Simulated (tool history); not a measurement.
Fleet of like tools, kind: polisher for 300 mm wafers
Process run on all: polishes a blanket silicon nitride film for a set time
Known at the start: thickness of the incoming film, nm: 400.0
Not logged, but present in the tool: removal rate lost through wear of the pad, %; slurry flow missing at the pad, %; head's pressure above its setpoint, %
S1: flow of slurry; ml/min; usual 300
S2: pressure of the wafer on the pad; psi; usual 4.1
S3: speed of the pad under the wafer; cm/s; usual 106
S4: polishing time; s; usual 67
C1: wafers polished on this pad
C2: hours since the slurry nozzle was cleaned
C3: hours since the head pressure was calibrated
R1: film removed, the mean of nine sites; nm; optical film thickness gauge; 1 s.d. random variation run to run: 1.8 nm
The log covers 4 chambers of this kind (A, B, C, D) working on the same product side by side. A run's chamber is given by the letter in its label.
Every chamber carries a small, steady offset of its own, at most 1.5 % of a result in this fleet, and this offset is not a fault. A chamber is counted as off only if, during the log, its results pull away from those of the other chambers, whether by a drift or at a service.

run	hour	S1	S2	S3	S4	C1	C2	C3	R1
1B	7	300	4.1	106	67	850	180.3	816.2	143.58
# hour 10.5: chamber B: worn pad replaced by a new one
2A	13.9	300	4.1	106	67	1235	124.1	51.3	143.96
# hour 16.4: chamber A: worn pad replaced by a new one
3D	21.1	300	4.1	106	67	668	148.7	143.6	142.05
4C	29.4	300	4.1	106	67	865	101.8	181.2	140.76
5D	34.5	300	4.1	106	67	843	162.1	157	140.66
# hour 39.9: chamber B: slurry nozzle cleaned
6B	43.3	300	4.1	106	67	430	3.5	852.5	146.38
# hour 44.5: chamber C: worn pad replaced by a new one
# hour 48: chamber D: worn pad replaced by a new one
7A	49.6	300	4.1	106	67	434	159.8	87	145.24
8C	54.7	300	2.9	106	67	134	127.1	206.5	99.669
9D	60.3	300	2.9	106	67	161	187.9	182.8	99.106
10A	69.8	300	2.9	106	67	698	180	107.2	101.08
# hour 71.1: chamber B: worn pad replaced by a new one
11B	78.3	300	2.9	106	67	94	38.5	887.5	104.71
12C	88.9	300	2.8	84	67	581	161.3	240.7	79.269
13A	98.2	300	2.8	84	67	1070	208.4	135.6	79.142
14C	107	300	2.8	84	67	818	179.4	258.8	79.543
# hour 110: chamber C: worn pad replaced by a new one
# hour 114.6: chamber A: worn pad replaced by a new one
15D	115	300	2.8	84	67	877	242.6	237.5	78.756
16B	124.3	300	4.1	106	67	696	84.5	933.5	141.75
# hour 125.2: chamber D: worn pad replaced by a new one
# hour 128.8: chamber B: worn pad replaced by a new one
17C	131	300	4.1	106	67	275	203.4	282.8	137.97
18D	137.3	300	4.1	126	80	158	264.9	259.8	191.47
# hour 139.9: chamber C: head pressure recalibrated
19B	142.5	300	4.1	126	80	179	102.7	951.7	198.95
20A	148.3	300	4.1	126	80	442	258.5	185.7	196.65
21C	153.6	300	4.1	126	80	570	226	13.7	210.74
22A	159.9	300	4.1	106	67	593	270.1	197.3	142.78
23D	164.8	300	4.1	106	67	518	292.4	287.3	144.58
24B	173.5	300	4.1	106	67	585	133.7	982.7	144.64
25D	180.9	300	4.1	106	67	728	308.5	303.4	140.57
# hour 188.6: chamber B: worn pad replaced by a new one
26C	189.2	300	4.1	106	67	1036	261.6	49.3	151.54
# hour 189.5: chamber C: worn pad replaced by a new one
27B	195.3	300	4.1	106	67	88	155.5	1004.5	144.81
28A	204.5	300	4.1	106	67	1177	314.7	241.9	141.1
# hour 210.9: chamber D: worn pad replaced by a new one
29C	214.4	300	4.1	106	67	326	286.8	74.5	157.38
# hour 221.2: chamber A: worn pad replaced by a new one
30B	222.1	300	4.1	106	67	439	182.3	1031.3	143.5
31D	232	300	4.1	106	67	276	359.6	354.5	140.5
32A	241.2	300	4.1	106	67	262	351.4	278.6	140.68
# hour 243: chamber B: worn pad replaced by a new one
33A	250.3	300	4.1	106	67	381	360.5	287.7	141.71
34B	259.8	300	4.1	106	67	220	220	1069	143.16
# hour 262.9: chamber B: slurry nozzle cleaned
# hour 265.1: chamber A: slurry nozzle cleaned
35D	267.8	300	4.1	106	67	744	395.4	390.3	142.16
36C	273.3	300	4.1	106	67	1097	345.7	133.4	155.49
# hour 274.7: chamber C: worn pad replaced by a new one
37D	278.4	300	4.1	106	67	883	406	400.9	142.87
38C	284.7	300	4.1	106	47	130	357.1	144.8	109.43
39B	293	300	4.1	106	47	654	30.2	1102.2	102.32
# hour 294.5: chamber A: head pressure recalibrated
40A	302.1	300	4.1	106	47	1059	37.1	7.6	100.46
41C	312.6	300	4.1	106	47	495	385	172.7	109.12

What goes on in this fleet: one chamber off, a drifting gauge, or nothing beyond the chambers' own small offsets? Name the chamber and the cause, if any.

Chamber C has stood off from the others ever since a service on it.
Most likely cause: head's pressure above its setpoint, % = 11.8.

Below are 4 candidate recipes for chamber C's next run, each the usual settings with a change, their results shown as question marks. Which of them brings C's results back in line with what the other chambers give on the usual settings?
Counts as in line when no further than this from what the other chambers average on the usual settings: R1 6.4 nm
42C-1	320.3	300	4.1	106	78				?
42C-2	320.3	300	4.2	108	69				?
42C-3	320.3	300	4.1	102	64				?
42C-4	320.3	300	4.1	106	58				?

The mean the other chambers reach with the usual settings: R1 143.34 nm
run	R1
42C-1	181.14
42C-2	166.54
42C-3	144.17
42C-4	134.7
Change 42C-3 lands the chamber within the allowed miss of the other chambers.
